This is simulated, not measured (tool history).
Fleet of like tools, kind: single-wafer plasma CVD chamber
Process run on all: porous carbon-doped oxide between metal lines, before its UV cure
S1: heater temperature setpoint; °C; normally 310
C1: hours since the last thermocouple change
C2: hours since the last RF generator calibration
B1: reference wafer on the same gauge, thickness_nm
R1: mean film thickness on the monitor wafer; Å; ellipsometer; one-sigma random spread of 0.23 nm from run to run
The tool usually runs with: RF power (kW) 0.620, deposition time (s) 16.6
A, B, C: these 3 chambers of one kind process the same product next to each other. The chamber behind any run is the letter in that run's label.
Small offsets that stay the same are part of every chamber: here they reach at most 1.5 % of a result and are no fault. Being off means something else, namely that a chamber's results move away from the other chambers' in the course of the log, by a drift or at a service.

{"run": "1A", "hour": 5.0, "S1": 310, "RF power (kW)": 0.62, "deposition time (s)": 16.6, "C1": 53.3, "C2": 1746.8, "B1": 104.24, "R1": 983.95}
{"run": "2C", "hour": 14.2, "S1": 310, "RF power (kW)": 0.62, "deposition time (s)": 16.6, "C1": 439.4, "C2": 409.9, "B1": 104.17, "R1": 993.37}
{"run": "3B", "hour": 24.0, "S1": 310, "RF power (kW)": 0.62, "deposition time (s)": 16.6, "C1": 1404.7, "C2": 2040.8, "B1": 104.23, "R1": 986.76}
{"run": "4C", "hour": 33.1, "S1": 310, "RF power (kW)": 0.62, "deposition time (s)": 16.6, "C1": 458.3, "C2": 428.8, "B1": 104.17, "R1": 993.69}
{"run": "5A", "hour": 38.0, "S1": 310, "RF power (kW)": 0.62, "deposition time (s)": 16.6, "C1": 86.3, "C2": 1779.8, "B1": 104.15, "R1": 979.23}
{"run": "6B", "hour": 47.8, "S1": 310, "RF power (kW)": 0.62, "deposition time (s)": 16.6, "C1": 1428.5, "C2": 2064.6, "B1": 104.18, "R1": 986.73}
{"run": "7C", "hour": 58.5, "S1": 310, "RF power (kW)": 0.62, "deposition time (s)": 16.6, "C1": 483.7, "C2": 454.2, "B1": 104.21, "R1": 988.53}
{"run": "8B", "hour": 67.5, "S1": 310, "RF power (kW)": 0.62, "deposition time (s)": 14.0, "C1": 1448.2, "C2": 2084.3, "B1": 104.16, "R1": 840.27}
{"run": "9A", "hour": 76.1, "S1": 310, "RF power (kW)": 0.62, "deposition time (s)": 14.0, "C1": 124.4, "C2": 1817.9, "B1": 104.27, "R1": 834.33}
{"run": "10B", "hour": 84.8, "S1": 310, "RF power (kW)": 0.62, "deposition time (s)": 14.0, "C1": 1465.5, "C2": 2101.6, "B1": 104.21, "R1": 833.87}
{"hour": 89.0, "done": "chamber B: RF generator calibrated"}
{"run": "11C", "hour": 91.2, "S1": 310, "RF power (kW)": 0.62, "deposition time (s)": 16.6, "C1": 516.4, "C2": 486.9, "B1": 104.18, "R1": 989.95}
{"run": "12A", "hour": 98.2, "S1": 310, "RF power (kW)": 0.62, "deposition time (s)": 16.6, "C1": 146.5, "C2": 1840.0, "B1": 104.17, "R1": 988.23}
{"hour": 107.3, "done": "chamber B: thermocouple changed; heater temperature recalibrated"}
{"run": "13A", "hour": 109.2, "S1": 310, "RF power (kW)": 0.62, "deposition time (s)": 16.6, "C1": 157.5, "C2": 1851.0, "B1": 104.23, "R1": 986.46}
{"run": "14C", "hour": 119.8, "S1": 310, "RF power (kW)": 0.62, "deposition time (s)": 16.6, "C1": 545.0, "C2": 515.5, "B1": 104.2, "R1": 989.57}
{"run": "15B", "hour": 127.8, "S1": 310, "RF power (kW)": 0.62, "deposition time (s)": 16.6, "C1": 20.5, "C2": 38.8, "B1": 104.23, "R1": 978.22}
{"run": "16B", "hour": 135.5, "S1": 310, "RF power (kW)": 0.62, "deposition time (s)": 16.6, "C1": 28.2, "C2": 46.5, "B1": 104.18, "R1": 979.77}
{"run": "17A", "hour": 145.2, "S1": 310, "RF power (kW)": 0.62, "deposition time (s)": 16.6, "C1": 193.5, "C2": 1887.0, "B1": 104.17, "R1": 983.38}
{"run": "18C", "hour": 155.9, "S1": 310, "RF power (kW)": 0.62, "deposition time (s)": 16.6, "C1": 581.1, "C2": 551.6, "B1": 104.2, "R1": 990.34}
{"run": "19A", "hour": 163.2, "S1": 310, "RF power (kW)": 0.62, "deposition time (s)": 16.6, "C1": 211.5, "C2": 1905.0, "B1": 104.15, "R1": 985.23}
{"run": "20C", "hour": 173.6, "S1": 310, "RF power (kW)": 0.62, "deposition time (s)": 16.6, "C1": 598.8, "C2": 569.3, "B1": 104.27, "R1": 996.39}
{"run": "21B", "hour": 184.5, "S1": 310, "RF power (kW)": 0.62, "deposition time (s)": 16.6, "C1": 77.2, "C2": 95.5, "B1": 104.21, "R1": 974.97}
{"run": "22A", "hour": 194.7, "S1": 310, "RF power (kW)": 0.62, "deposition time (s)": 16.6, "C1": 243.0, "C2": 1936.5, "B1": 104.19, "R1": 985.45}
{"run": "23B", "hour": 199.9, "S1": 310, "RF power (kW)": 0.62, "deposition time (s)": 16.6, "C1": 92.6, "C2": 110.9, "B1": 104.2, "R1": 977.0}
{"run": "24C", "hour": 209.0, "S1": 310, "RF power (kW)": 0.62, "deposition time (s)": 16.6, "C1": 634.2, "C2": 604.7, "B1": 104.25, "R1": 991.18}
{"run": "25B", "hour": 214.6, "S1": 310, "RF power (kW)": 0.62, "deposition time (s)": 16.6, "C1": 107.3, "C2": 125.6, "B1": 104.27, "R1": 974.17}
{"run": "26C", "hour": 220.0, "S1": 310, "RF power (kW)": 0.62, "deposition time (s)": 16.6, "C1": 645.2, "C2": 615.7, "B1": 104.27, "R1": 992.21}
{"run": "27A", "hour": 225.6, "S1": 310, "RF power (kW)": 0.62, "deposition time (s)": 16.6, "C1": 273.9, "C2": 1967.4, "B1": 104.17, "R1": 983.56}
{"run": "28A", "hour": 235.1, "S1": 310, "RF power (kW)": 0.62, "deposition time (s)": 16.6, "C1": 283.4, "C2": 1976.9, "B1": 104.27, "R1": 985.43}
{"run": "29B", "hour": 245.8, "S1": 310, "RF power (kW)": 0.62, "deposition time (s)": 16.6, "C1": 138.5, "C2": 156.8, "B1": 104.19, "R1": 975.32}
{"run": "30C", "hour": 251.8, "S1": 310, "RF power (kW)": 0.62, "deposition time (s)": 16.6, "C1": 677.0, "C2": 647.5, "B1": 104.15, "R1": 993.44}
{"run": "31C", "hour": 259.5, "S1": 310, "RF power (kW)": 0.62, "deposition time (s)": 16.6, "C1": 684.7, "C2": 655.2, "B1": 104.17, "R1": 992.16}
{"run": "32B", "hour": 265.5, "S1": 305, "RF power (kW)": 0.685, "deposition time (s)": 16.6, "C1": 158.2, "C2": 176.5, "B1": 104.18, "R1": 1071.0}
{"run": "33A", "hour": 276.6, "S1": 305, "RF power (kW)": 0.685, "deposition time (s)": 16.6, "C1": 324.9, "C2": 2018.4, "B1": 104.22, "R1": 1085.1}
{"run": "34C", "hour": 283.7, "S1": 305, "RF power (kW)": 0.685, "deposition time (s)": 16.6, "C1": 708.9, "C2": 679.4, "B1": 104.18, "R1": 1085.7}
{"run": "35A", "hour": 292.5, "S1": 310, "RF power (kW)": 0.62, "deposition time (s)": 16.6, "C1": 340.8, "C2": 2034.3, "B1": 104.16, "R1": 989.93}
{"run": "36B", "hour": 300.3, "S1": 310, "RF power (kW)": 0.62, "deposition time (s)": 16.6, "C1": 193.0, "C2": 211.3, "B1": 104.25, "R1": 979.68}
{"run": "37B", "hour": 307.8, "S1": 310, "RF power (kW)": 0.62, "deposition time (s)": 16.6, "C1": 200.5, "C2": 218.8, "B1": 104.16, "R1": 973.14}
{"run": "38C", "hour": 317.0, "S1": 310, "RF power (kW)": 0.62, "deposition time (s)": 16.6, "C1": 742.2, "C2": 712.7, "B1": 104.23, "R1": 992.07}

All chambers now run identical settings, listed one chamber a line with results as question marks. What results will each chamber show?
{"run": "39A", "hour": 325.0, "S1": 310, "RF power (kW)": 0.62, "deposition time (s)": 16.6, "R1": "?"}
{"run": "39B", "hour": 325.0, "S1": 310, "RF power (kW)": 0.62, "deposition time (s)": 16.6, "R1": "?"}
{"run": "39C", "hour": 325.0, "S1": 310, "RF power (kW)": 0.62, "deposition time (s)": 16.6, "R1": "?"}

run=39A R1=983.06
run=39B R1=979.19
run=39C R1=990.48
